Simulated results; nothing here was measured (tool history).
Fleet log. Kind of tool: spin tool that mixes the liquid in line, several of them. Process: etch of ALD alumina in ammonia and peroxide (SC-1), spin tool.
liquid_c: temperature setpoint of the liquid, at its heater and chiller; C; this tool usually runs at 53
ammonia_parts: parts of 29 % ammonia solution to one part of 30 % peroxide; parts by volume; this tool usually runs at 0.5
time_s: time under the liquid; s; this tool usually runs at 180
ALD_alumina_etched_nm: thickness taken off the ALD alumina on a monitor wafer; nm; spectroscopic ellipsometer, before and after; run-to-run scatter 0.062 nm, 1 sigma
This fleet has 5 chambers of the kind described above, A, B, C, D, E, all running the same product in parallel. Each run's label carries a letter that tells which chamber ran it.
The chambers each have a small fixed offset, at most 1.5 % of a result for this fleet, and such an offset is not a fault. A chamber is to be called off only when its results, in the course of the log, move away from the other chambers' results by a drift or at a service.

run,day,liquid_c,ammonia_parts,time_s,"read-back film thickness of the ALD alumina reference wafer, read on the same gauge (nm)",ALD_alumina_etched_nm
1C,0.138,53,0.5,180,89.979,6.8142
2A,0.267,53,0.5,180,90.007,6.5683
# day 0.279: chamber E: heated supply line repaired
3E,0.517,53,0.5,180,89.977,6.5457
4D,0.654,53,0.5,180,90.005,6.5764
5B,0.808,53,0.5,180,89.981,6.7583
# day 0.817: chamber D: new drum of ammonia solution connected
6C,1.004,53,0.5,180,89.990,6.7367
7B,1.171,53,0.5,180,90.005,6.7259
8E,1.312,53,0.5,180,90.000,6.4633
9D,1.471,53,0.5,180,89.990,6.7971
10A,1.621,53,0.5,180,90.005,6.5899
11C,1.812,53,0.5,180,90.007,6.6939
12B,2.042,53,0.5,180,90.028,6.8551
13A,2.288,53,0.5,180,90.003,6.6057
14D,2.471,53,0.5,240,90.033,8.8538
15E,2.696,53,0.5,240,89.989,8.6989
16E,2.817,53,0.5,240,89.994,8.7042
17B,3.046,53,0.5,240,89.982,9.1560
18A,3.254,53,0.5,240,89.996,8.7226
19D,3.504,53,0.5,180,89.994,6.7087
20C,3.733,53,0.5,180,90.024,6.6786
21A,3.908,53,0.5,180,89.987,6.6369
22D,4.071,53,0.5,180,90.010,6.6894
23B,4.183,53,0.5,180,90.005,6.9023
24E,4.371,53,0.5,180,89.981,6.5651
25C,4.604,53,0.5,180,89.995,6.7102
26B,4.746,53,0.5,180,90.008,7.1477
27A,4.917,53,0.5,180,89.993,6.7074
28C,5.133,53,0.5,180,89.999,6.5557
29D,5.317,53,0.5,180,89.997,6.5981
30E,5.508,53,0.5,180,89.981,6.5705
# day 5.571: chamber B: new drum of ammonia solution connected
31E,5.658,53,0.5,180,89.992,6.4974
32C,5.838,53,0.5,85,89.986,3.1485
33B,5.971,53,0.5,85,90.012,3.3484
34D,6.150,53,0.5,85,90.014,3.1485
35A,6.312,53,0.5,85,89.999,3.1258
36A,6.546,53,0.5,85,90.002,3.1332
37E,6.771,53,0.5,180,89.995,6.5028
38B,7.025,53,0.5,180,90.014,7.2576
39D,7.217,53,0.5,180,89.999,6.7731
40C,7.425,53,0.5,180,89.986,6.8505
41C,7.600,53,0.5,180,89.999,6.7386
42E,7.812,53,0.5,180,89.981,6.4896

Next, all 5 chambers run the settings below, one line each with question marks for the results. What does each chamber give?
43A,8.000,60,0.5,180,,?
43B,8.000,60,0.5,180,,?
43C,8.000,60,0.5,180,,?
43D,8.000,60,0.5,180,,?
43E,8.000,60,0.5,180,,?

run,ALD_alumina_etched_nm
43A,9.6114
43B,10.6430
43C,9.5892
43D,9.8153
43E,9.3278
